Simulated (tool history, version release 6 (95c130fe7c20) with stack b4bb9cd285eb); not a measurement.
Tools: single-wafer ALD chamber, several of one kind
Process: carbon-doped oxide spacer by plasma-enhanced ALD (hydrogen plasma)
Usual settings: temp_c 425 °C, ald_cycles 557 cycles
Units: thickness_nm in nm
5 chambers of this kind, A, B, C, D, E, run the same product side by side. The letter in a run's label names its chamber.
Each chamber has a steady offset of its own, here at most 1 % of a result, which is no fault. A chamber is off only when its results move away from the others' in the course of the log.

run   hour  temp_c  ald_cycles  read-back reference wafer on the same gauge, thickness_nm  thickness_nm
 1B    6.1     425         557                                                     24.002        25.763
 2C   13.2     425         557                                                     23.988        25.543
 3A   20.5     425         557                                                     23.980        25.932
      23.3  -- chamber B: thermocouple changed; heater temperature recalibrated
 4D   29.1     425         557                                                     24.011        26.012
 5E   37.3     425         557                                                     23.997        25.622
 6C   47.3     425         557                                                     24.003        25.617
 7E   53.8     425         557                                                     24.015        25.814
 8D   61.5     425         557                                                     23.980        25.655
 9B   70.6     425         557                                                     23.990        25.822
10A   80.1     434         557                                                     23.975        25.227
11B   88.1     434         557                                                     24.035        25.098
12A   93.1     434         557                                                     24.035        25.056
13D  102.0     434         557                                                     24.003        25.091
14E  107.5     434         557                                                     23.976        25.151
15C  117.2     416         557                                                     23.988        26.455
16B  124.9     416         557                                                     23.995        26.310
17D  133.0     416         557                                                     23.979        26.627
18C  143.6     416         557                                                     23.982        26.391
19E  152.2     416         557                                                     23.990        26.657
20A  159.9     425         557                                                     23.996        25.876
21A  166.9     425         557                                                     23.985        25.983
22B  177.8     425         557                                                     23.985        25.903
23C  188.7     425         557                                                     24.009        25.777
24D  199.1     425         557                                                     24.004        25.829
25E  209.5     425         557                                                     23.993        25.686
26A  218.7     425         557                                                     24.008        25.908
27C  228.5     431         510                                                     23.994        22.965
28B  235.1     431         510                                                     24.004        23.088
29D  244.2     431         510                                                     23.993        23.217
30E  254.2     431         510                                                     23.999        23.138
31D  262.1     431         510                                                     24.000        23.248
32E  267.9     425         557                                                     23.989        25.925
33A  272.9     425         557                                                     23.994        25.896
34B  284.1     425         557                                                     24.005        25.715
35C  294.8     425         557                                                     24.000        25.756
36B  302.1     425         557                                                     24.009        25.708
37D  307.9     425         557                                                     24.000        25.756

Next, every chamber runs the same settings. What will each give?
38A  315.9     425         557                                                                        ?
38B  315.9     425         557                                                                        ?
38C  315.9     425         557                                                                        ?
38D  315.9     425         557                                                                        ?
38E  315.9     425         557                                                                        ?

run  thickness_nm
38A        25.912
38B        25.790
38C        25.664
38D        25.638
38E        25.937
